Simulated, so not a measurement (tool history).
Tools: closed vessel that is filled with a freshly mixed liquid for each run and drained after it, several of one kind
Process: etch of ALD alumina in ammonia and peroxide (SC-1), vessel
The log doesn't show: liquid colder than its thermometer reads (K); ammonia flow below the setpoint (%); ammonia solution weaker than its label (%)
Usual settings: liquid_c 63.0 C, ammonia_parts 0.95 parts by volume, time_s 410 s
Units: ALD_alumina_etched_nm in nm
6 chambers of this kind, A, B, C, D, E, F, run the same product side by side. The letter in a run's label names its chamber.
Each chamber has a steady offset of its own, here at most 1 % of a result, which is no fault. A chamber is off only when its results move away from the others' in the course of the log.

| run | hour | liquid_c | ammonia_parts | time_s | hours since the thermometer was replaced | hours since the ammonia flow meter was replaced | hours since the drum of ammonia solution was connected | read-back film thickness of the ALD alumina reference wafer, read on the same gauge (nm) | ALD_alumina_etched_nm |
|---|---|---|---|---|---|---|---|---|---|
| 1D | 7.9 | 63.0 | 0.95 | 410 | 1016.5 | 782.3 | 293.6 | 130.00 | 38.590 |
| 2F | 15.4 | 63.0 | 0.95 | 410 | 636.1 | 1341.4 | 167.4 | 130.00 | 38.449 |
| 3A | 22.3 | 63.0 | 0.95 | 410 | 935.2 | 37.5 | 56.2 | 130.02 | 38.196 |
| 4B | 26.4 | 63.0 | 0.95 | 410 | 41.6 | 728.0 | 135.8 | 130.03 | 38.261 |
| 5C | 31.1 | 63.0 | 0.95 | 410 | 2400.4 | 633.1 | 471.1 | 130.01 | 38.626 |
| 6E | 35.0 | 63.0 | 0.95 | 410 | 1568.1 | 155.0 | 194.0 | 130.02 | 38.236 |
| 7F | 41.6 | 53.5 | 0.95 | 410 | 662.3 | 1367.6 | 193.6 | 129.99 | 23.691 |
| 8E | 46.4 | 53.5 | 0.95 | 410 | 1579.5 | 166.4 | 205.4 | 129.99 | 23.470 |
| 9C | 54.5 | 53.5 | 0.95 | 410 | 2423.8 | 656.5 | 494.5 | 130.01 | 23.630 |
| 10A | 60.9 | 53.5 | 0.95 | 410 | 973.8 | 76.1 | 94.8 | 129.99 | 23.361 |
| 11D | 67.8 | 53.5 | 0.95 | 410 | 1076.4 | 842.2 | 353.5 | 129.98 | 23.662 |
| 12B | 72.6 | 53.5 | 0.95 | 410 | 87.8 | 774.2 | 182.0 | 130.01 | 23.540 |
| 13B | 80.6 | 63.0 | 0.95 | 410 | 95.8 | 782.2 | 190.0 | 130.01 | 38.521 |
| 14E | 84.8 | 63.0 | 0.95 | 410 | 1617.9 | 204.8 | 243.8 | 130.01 | 38.471 |
| 15A | 89.2 | 63.0 | 0.60 | 205 | 1002.1 | 104.4 | 123.1 | 130.01 | 18.365 |
| 16D | 96.9 | 63.0 | 0.60 | 205 | 1105.5 | 871.3 | 382.6 | 130.00 | 18.548 |
|  | 97.9 | chamber F: ammonia flow meter replaced |
|  | 98.0 | chamber C: new drum of ammonia solution connected |
| 17C | 100.8 | 63.0 | 0.60 | 205 | 2470.1 | 702.8 | 2.9 | 130.01 | 18.500 |
| 18F | 107.8 | 63.0 | 0.60 | 205 | 728.5 | 10.0 | 259.8 | 130.00 | 18.400 |
| 19F | 115.4 | 63.0 | 0.60 | 205 | 736.1 | 17.6 | 267.4 | 130.02 | 18.467 |
| 20C | 123.7 | 63.0 | 0.60 | 205 | 2493.0 | 725.7 | 25.8 | 129.99 | 18.483 |
| 21B | 128.5 | 63.0 | 0.95 | 410 | 143.7 | 830.1 | 237.9 | 130.02 | 38.451 |
| 22E | 133.8 | 63.0 | 0.95 | 410 | 1666.9 | 253.8 | 292.8 | 130.00 | 38.024 |
| 23D | 140.5 | 63.0 | 0.95 | 410 | 1149.1 | 914.9 | 426.2 | 130.00 | 38.828 |
| 24A | 146.9 | 63.0 | 0.95 | 410 | 1059.8 | 162.1 | 180.8 | 129.98 | 38.418 |
| 25E | 151.5 | 63.0 | 0.95 | 410 | 1684.6 | 271.5 | 310.5 | 129.98 | 38.102 |
| 26C | 155.5 | 63.0 | 0.95 | 410 | 2524.8 | 757.5 | 57.6 | 130.01 | 38.518 |
| 27A | 163.4 | 63.0 | 0.95 | 410 | 1076.3 | 178.6 | 197.3 | 130.00 | 38.047 |
|  | 169.9 | chamber E: new drum of ammonia solution connected |
| 28B | 170.4 | 63.0 | 0.95 | 410 | 185.6 | 872.0 | 279.8 | 130.02 | 38.589 |
| 29D | 174.3 | 70.0 | 0.75 | 410 | 1182.9 | 948.7 | 460.0 | 130.01 | 53.102 |
| 30F | 182.6 | 70.0 | 0.75 | 410 | 803.3 | 84.8 | 334.6 | 130.04 | 52.639 |
| 31F | 187.4 | 70.0 | 0.75 | 410 | 808.1 | 89.6 | 339.4 | 130.01 | 52.934 |
| 32B | 196.1 | 70.0 | 0.75 | 410 | 211.3 | 897.7 | 305.5 | 130.03 | 53.399 |
|  | 197.9 | chamber A: new drum of ammonia solution connected |
| 33D | 203.4 | 70.0 | 0.75 | 410 | 1212.0 | 977.8 | 489.1 | 130.01 | 53.372 |
| 34C | 209.1 | 70.0 | 0.75 | 410 | 2578.4 | 811.1 | 111.2 | 129.97 | 53.343 |
| 35A | 217.1 | 63.0 | 0.95 | 410 | 1130.0 | 232.3 | 19.3 | 129.99 | 38.424 |
| 36E | 225.8 | 63.0 | 1.10 | 195 | 1758.9 | 345.8 | 56.0 | 129.99 | 18.096 |
| 37C | 231.2 | 63.0 | 1.10 | 195 | 2600.5 | 833.2 | 133.3 | 129.98 | 18.547 |
| 38B | 235.7 | 63.0 | 1.10 | 195 | 250.9 | 937.3 | 345.1 | 130.02 | 18.629 |
| 39F | 240.0 | 63.0 | 1.10 | 195 | 860.7 | 142.2 | 392.0 | 130.01 | 18.554 |

What goes on in this fleet: one chamber off, a drifting gauge, or nothing beyond the chambers' own small offsets? Name the chamber and the cause, if any.

Chamber E drifts away from the others.
Cause: liquid colder than its thermometer reads (K) = 0.549.

Here are 4 candidates for chamber E's next run, each the usual settings with a change, their results left as question marks. Which one brings its results back in line with what the others give on the usual settings?
In line means no further than this from the other chambers' mean on the usual settings: ALD_alumina_etched_nm 0.650 nm
| 40E-1 | 246.3 | 63.0 | 0.95 | 425 |  |  |  |  | ? |
| 40E-2 | 246.3 | 63.0 | 0.70 | 410 |  |  |  |  | ? |
| 40E-3 | 246.3 | 63.0 | 0.95 | 385 |  |  |  |  | ? |
| 40E-4 | 246.3 | 63.0 | 0.95 | 435 |  |  |  |  | ? |

The other chambers' mean on the usual settings: ALD_alumina_etched_nm 38.508 nm
| run | ALD_alumina_etched_nm |
|---|---|
| 40E-1 | 38.626 |
| 40E-2 | 36.193 |
| 40E-3 | 34.990 |
| 40E-4 | 39.534 |
40E-1 brings the chamber back in line.
